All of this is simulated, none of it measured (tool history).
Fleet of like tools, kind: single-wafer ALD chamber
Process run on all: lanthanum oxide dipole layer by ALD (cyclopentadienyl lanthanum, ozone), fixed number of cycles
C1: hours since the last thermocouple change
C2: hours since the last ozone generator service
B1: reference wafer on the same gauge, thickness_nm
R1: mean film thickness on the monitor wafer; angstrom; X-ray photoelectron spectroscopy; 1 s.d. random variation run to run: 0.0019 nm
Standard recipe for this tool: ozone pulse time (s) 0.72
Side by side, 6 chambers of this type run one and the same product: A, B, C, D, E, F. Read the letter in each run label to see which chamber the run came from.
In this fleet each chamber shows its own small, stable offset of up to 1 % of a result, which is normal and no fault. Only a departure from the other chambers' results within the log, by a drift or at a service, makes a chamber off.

{"run": "1A", "hour": 4.4, "ozone pulse time (s)": 0.72, "C1": 678.1, "C2": 687.9, "B1": 0.37373, "R1": 4.4099}
{"run": "2D", "hour": 7.9, "ozone pulse time (s)": 0.72, "C1": 831.7, "C2": 1014.2, "B1": 0.37384, "R1": 4.4157}
{"run": "3F", "hour": 10.8, "ozone pulse time (s)": 0.72, "C1": 1204.8, "C2": 1005.9, "B1": 0.37402, "R1": 4.4647}
{"run": "4C", "hour": 17.1, "ozone pulse time (s)": 0.72, "C1": 467.0, "C2": 220.6, "B1": 0.37437, "R1": 4.4018}
{"run": "5B", "hour": 23.0, "ozone pulse time (s)": 0.72, "C1": 398.6, "C2": 92.8, "B1": 0.37412, "R1": 4.4166}
{"run": "6E", "hour": 27.0, "ozone pulse time (s)": 0.72, "C1": 1331.2, "C2": 1793.3, "B1": 0.37409, "R1": 4.3488}
{"run": "7C", "hour": 32.6, "ozone pulse time (s)": 0.72, "C1": 482.5, "C2": 236.1, "B1": 0.37425, "R1": 4.4233}
{"run": "8A", "hour": 38.3, "ozone pulse time (s)": 0.72, "C1": 712.0, "C2": 721.8, "B1": 0.37403, "R1": 4.3901}
{"run": "9E", "hour": 42.2, "ozone pulse time (s)": 0.72, "C1": 1346.4, "C2": 1808.5, "B1": 0.37419, "R1": 4.3211}
{"run": "10D", "hour": 47.7, "ozone pulse time (s)": 0.72, "C1": 871.5, "C2": 1054.0, "B1": 0.37404, "R1": 4.4745}
{"run": "11B", "hour": 52.3, "ozone pulse time (s)": 0.72, "C1": 427.9, "C2": 122.1, "B1": 0.37417, "R1": 4.3893}
{"run": "12F", "hour": 55.6, "ozone pulse time (s)": 0.72, "C1": 1249.6, "C2": 1050.7, "B1": 0.37391, "R1": 4.4331}
{"run": "13F", "hour": 60.2, "ozone pulse time (s)": 0.72, "C1": 1254.2, "C2": 1055.3, "B1": 0.37389, "R1": 4.416}
{"run": "14C", "hour": 63.2, "ozone pulse time (s)": 0.72, "C1": 513.1, "C2": 266.7, "B1": 0.37389, "R1": 4.3731}
{"run": "15D", "hour": 67.5, "ozone pulse time (s)": 0.72, "C1": 891.3, "C2": 1073.8, "B1": 0.37399, "R1": 4.426}
{"run": "16B", "hour": 72.9, "ozone pulse time (s)": 0.56, "C1": 448.5, "C2": 142.7, "B1": 0.37415, "R1": 3.8727}
{"run": "17A", "hour": 76.2, "ozone pulse time (s)": 0.56, "C1": 749.9, "C2": 759.7, "B1": 0.37426, "R1": 3.8701}
{"run": "18E", "hour": 81.8, "ozone pulse time (s)": 0.56, "C1": 1386.0, "C2": 1848.1, "B1": 0.37423, "R1": 3.8215}
{"hour": 84.5, "done": "chamber E: ozone generator serviced"}
{"run": "19E", "hour": 87.7, "ozone pulse time (s)": 0.56, "C1": 1391.9, "C2": 3.3, "B1": 0.37398, "R1": 3.8262}
{"run": "20A", "hour": 91.3, "ozone pulse time (s)": 0.56, "C1": 765.0, "C2": 774.8, "B1": 0.37439, "R1": 3.8528}
{"run": "21F", "hour": 94.5, "ozone pulse time (s)": 0.56, "C1": 1288.5, "C2": 1089.6, "B1": 0.37393, "R1": 3.9267}
{"run": "22C", "hour": 100.0, "ozone pulse time (s)": 0.49, "C1": 549.9, "C2": 303.5, "B1": 0.3741, "R1": 3.5561}
{"run": "23B", "hour": 105.5, "ozone pulse time (s)": 0.49, "C1": 481.1, "C2": 175.3, "B1": 0.37375, "R1": 3.6313}
{"run": "24D", "hour": 111.8, "ozone pulse time (s)": 0.49, "C1": 935.6, "C2": 1118.1, "B1": 0.37397, "R1": 3.624}
{"run": "25F", "hour": 117.2, "ozone pulse time (s)": 0.49, "C1": 1311.2, "C2": 1112.3, "B1": 0.37384, "R1": 3.6304}
{"run": "26E", "hour": 121.7, "ozone pulse time (s)": 0.49, "C1": 1425.9, "C2": 37.3, "B1": 0.3738, "R1": 3.5844}
{"run": "27D", "hour": 125.0, "ozone pulse time (s)": 0.49, "C1": 948.8, "C2": 1131.3, "B1": 0.37425, "R1": 3.6097}
{"run": "28A", "hour": 130.7, "ozone pulse time (s)": 0.72, "C1": 804.4, "C2": 814.2, "B1": 0.37378, "R1": 4.3672}
{"run": "29B", "hour": 134.2, "ozone pulse time (s)": 0.91, "C1": 509.8, "C2": 204.0, "B1": 0.3742, "R1": 4.813}
{"run": "30C", "hour": 137.6, "ozone pulse time (s)": 0.91, "C1": 587.5, "C2": 341.1, "B1": 0.37378, "R1": 4.7142}
{"run": "31E", "hour": 142.7, "ozone pulse time (s)": 0.91, "C1": 1446.9, "C2": 58.3, "B1": 0.37429, "R1": 4.7901}
{"run": "32F", "hour": 146.3, "ozone pulse time (s)": 0.91, "C1": 1340.3, "C2": 1141.4, "B1": 0.37404, "R1": 4.8734}
{"run": "33C", "hour": 151.5, "ozone pulse time (s)": 0.91, "C1": 601.4, "C2": 355.0, "B1": 0.37417, "R1": 4.6944}
{"run": "34A", "hour": 157.1, "ozone pulse time (s)": 0.91, "C1": 830.8, "C2": 840.6, "B1": 0.37424, "R1": 4.8227}
{"run": "35B", "hour": 160.0, "ozone pulse time (s)": 0.72, "C1": 535.6, "C2": 229.8, "B1": 0.37393, "R1": 4.4005}
{"run": "36D", "hour": 163.6, "ozone pulse time (s)": 0.72, "C1": 987.4, "C2": 1169.9, "B1": 0.37412, "R1": 4.4388}
{"run": "37D", "hour": 168.2, "ozone pulse time (s)": 0.72, "C1": 992.0, "C2": 1174.5, "B1": 0.37403, "R1": 4.4229}
{"run": "38A", "hour": 174.2, "ozone pulse time (s)": 0.72, "C1": 847.9, "C2": 857.7, "B1": 0.37418, "R1": 4.4136}

The same settings go to every chamber for the next run, one line per chamber below. Forecast the results for each:
{"run": "39A", "hour": 178.7, "ozone pulse time (s)": 0.51, "R1": "?"}
{"run": "39B", "hour": 178.7, "ozone pulse time (s)": 0.51, "R1": "?"}
{"run": "39C", "hour": 178.7, "ozone pulse time (s)": 0.51, "R1": "?"}
{"run": "39D", "hour": 178.7, "ozone pulse time (s)": 0.51, "R1": "?"}
{"run": "39E", "hour": 178.7, "ozone pulse time (s)": 0.51, "R1": "?"}
{"run": "39F", "hour": 178.7, "ozone pulse time (s)": 0.51, "R1": "?"}

run=39A R1=3.6876
run=39B R1=3.7275
run=39C R1=3.4588
run=39D R1=3.7320
run=39E R1=3.6790
run=39F R1=3.7154
